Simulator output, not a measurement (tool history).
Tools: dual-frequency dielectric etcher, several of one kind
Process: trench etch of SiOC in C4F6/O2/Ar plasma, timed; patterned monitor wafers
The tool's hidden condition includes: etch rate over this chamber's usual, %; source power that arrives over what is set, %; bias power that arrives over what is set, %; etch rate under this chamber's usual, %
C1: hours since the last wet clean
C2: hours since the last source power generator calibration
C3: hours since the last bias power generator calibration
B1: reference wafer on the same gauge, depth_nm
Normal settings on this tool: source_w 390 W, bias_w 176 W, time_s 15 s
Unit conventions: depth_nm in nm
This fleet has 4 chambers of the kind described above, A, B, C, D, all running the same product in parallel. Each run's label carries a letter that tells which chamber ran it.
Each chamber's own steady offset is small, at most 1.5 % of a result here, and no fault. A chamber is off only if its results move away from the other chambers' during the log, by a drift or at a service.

Run 1C, day 0.417: usual settings; C1 24.4; C2 2558.1; C3 135.1; B1 25.602. Result: depth_nm 30.593 nm.
At day 0.475: chamber D: wet clean of the chamber.
Run 2A, day 0.667: usual settings; C1 129.5; C2 2166.6; C3 274.6; B1 25.595. Result: depth_nm 30.602 nm.
Run 3B, day 0.979: usual settings; C1 245.6; C2 1552.3; C3 2588; B1 25.599. Result: depth_nm 30.44 nm.
Run 4D, day 1.362: usual settings; C1 21.3; C2 3047.7; C3 1822.6; B1 25.593. Result: depth_nm 30.753 nm.
Run 5B, day 1.783: usual settings but source_w 350 W, time_s 12 s; C1 264.9; C2 1571.6; C3 2607.3; B1 25.585. Result: depth_nm 23.307 nm.
Run 6A, day 2.008: usual settings but source_w 350 W, time_s 12 s; C1 161.7; C2 2198.8; C3 306.8; B1 25.58. Result: depth_nm 23.462 nm.
Run 7C, day 2.329: usual settings but source_w 350 W, time_s 12 s; C1 70.3; C2 2604; C3 181; B1 25.591. Result: depth_nm 23.596 nm.
Run 8D, day 2.633: usual settings but source_w 350 W, time_s 12 s; C1 51.8; C2 3078.2; C3 1853.1; B1 25.602. Result: depth_nm 23.426 nm.
Run 9A, day 2.988: usual settings; C1 185.2; C2 2222.3; C3 330.3; B1 25.594. Result: depth_nm 30.679 nm.
Run 10D, day 3.221: usual settings; C1 65.9; C2 3092.3; C3 1867.2; B1 25.599. Result: depth_nm 30.598 nm.
Run 11B, day 3.65: usual settings; C1 309.7; C2 1616.4; C3 2652.1; B1 25.584. Result: depth_nm 30.294 nm.
Run 12C, day 4.104: usual settings; C1 112.9; C2 2646.6; C3 223.6; B1 25.608. Result: depth_nm 30.758 nm.
At day 4.375: chamber C: source power generator calibrated.
Run 13C, day 4.433: usual settings; C1 120.8; C2 1.4; C3 231.5; B1 25.621. Result: depth_nm 30.653 nm.
Run 14A, day 4.817: usual settings; C1 229.1; C2 2266.2; C3 374.2; B1 25.581. Result: depth_nm 30.576 nm.
Run 15D, day 5.075: usual settings; C1 110.4; C2 3136.8; C3 1911.7; B1 25.604. Result: depth_nm 30.666 nm.
Run 16B, day 5.525: usual settings; C1 354.7; C2 1661.4; C3 2697.1; B1 25.6. Result: depth_nm 30.294 nm.
Run 17A, day 5.954: usual settings; C1 256.4; C2 2293.5; C3 401.5; B1 25.593. Result: depth_nm 30.696 nm.
Run 18C, day 6.325: usual settings; C1 166.2; C2 46.8; C3 276.9; B1 25.618. Result: depth_nm 30.641 nm.
Run 19D, day 6.829: usual settings; C1 152.5; C2 3178.9; C3 1953.8; B1 25.582. Result: depth_nm 30.612 nm.
Run 20B, day 7.317: usual settings; C1 397.7; C2 1704.4; C3 2740.1; B1 25.591. Result: depth_nm 30.314 nm.
Run 21B, day 7.692: usual settings; C1 406.7; C2 1713.4; C3 2749.1; B1 25.609. Result: depth_nm 30.37 nm.
Run 22D, day 8.108: usual settings; C1 183.2; C2 3209.6; C3 1984.5; B1 25.591. Result: depth_nm 30.619 nm.
At day 8.25: chamber B: wet clean of the chamber.
Run 23C, day 8.429: usual settings; C1 216.7; C2 97.3; C3 327.4; B1 25.602. Result: depth_nm 30.543 nm.
Run 24A, day 8.679: usual settings; C1 321.8; C2 2358.9; C3 466.9; B1 25.585. Result: depth_nm 30.7 nm.
Run 25A, day 9.029: usual settings; C1 330.2; C2 2367.3; C3 475.3; B1 25.584. Result: depth_nm 30.626 nm.
Run 26C, day 9.529: usual settings; C1 243.1; C2 123.7; C3 353.8; B1 25.597. Result: depth_nm 30.611 nm.
Run 27D, day 9.846: usual settings; C1 224.9; C2 3251.3; C3 2026.2; B1 25.603. Result: depth_nm 30.675 nm.
Run 28B, day 10.092: usual settings; C1 44.2; C2 1771; C3 2806.7; B1 25.606. Result: depth_nm 30.342 nm.
At day 10.296: chamber A: wet clean of the chamber.
Run 29D, day 10.429: usual settings but bias_w 194 W, time_s 19 s; C1 238.9; C2 3265.3; C3 2040.2; B1 25.614. Result: depth_nm 39.958 nm.
Run 30C, day 10.717: usual settings but bias_w 194 W, time_s 19 s; C1 271.6; C2 152.2; C3 382.3; B1 25.602. Result: depth_nm 39.974 nm.
Run 31B, day 11.088: usual settings but bias_w 194 W, time_s 19 s; C1 68.1; C2 1794.9; C3 2830.6; B1 25.609. Result: depth_nm 39.65 nm.
Run 32A, day 11.354: usual settings but bias_w 194 W, time_s 19 s; C1 25.5; C2 2423.1; C3 531.1; B1 25.608. Result: depth_nm 39.914 nm.
Run 33D, day 11.629: usual settings; C1 267.7; C2 3294.1; C3 2069; B1 25.596. Result: depth_nm 30.69 nm.
Run 34A, day 12.062: usual settings; C1 42.5; C2 2440.1; C3 548.1; B1 25.614. Result: depth_nm 30.584 nm.
Run 35C, day 12.358: usual settings; C1 311; C2 191.6; C3 421.7; B1 25.602. Result: depth_nm 30.75 nm.
Run 36B, day 12.6: usual settings; C1 104.4; C2 1831.2; C3 2866.9; B1 25.6. Result: depth_nm 30.261 nm.
At day 12.867: chamber B: bias power generator calibrated.
Run 37B, day 12.896: usual settings; C1 111.5; C2 1838.3; C3 0.8; B1 25.601. Result: depth_nm 30.298 nm.
Run 38D, day 13.15: usual settings; C1 304.2; C2 3330.6; C3 2105.5; B1 25.608. Result: depth_nm 30.665 nm.
Run 39C, day 13.638: usual settings; C1 341.7; C2 222.3; C3 452.4; B1 25.603. Result: depth_nm 30.557 nm.

Next, every chamber runs the same settings. What will each give?
Run 40A, day 14.008: usual settings. Result: depth_nm ?.
Run 40B, day 14.008: usual settings. Result: depth_nm ?.
Run 40C, day 14.008: usual settings. Result: depth_nm ?.
Run 40D, day 14.008: usual settings. Result: depth_nm ?.

run  depth_nm
40A    30.635
40B    30.393
40C    30.749
40D    30.715
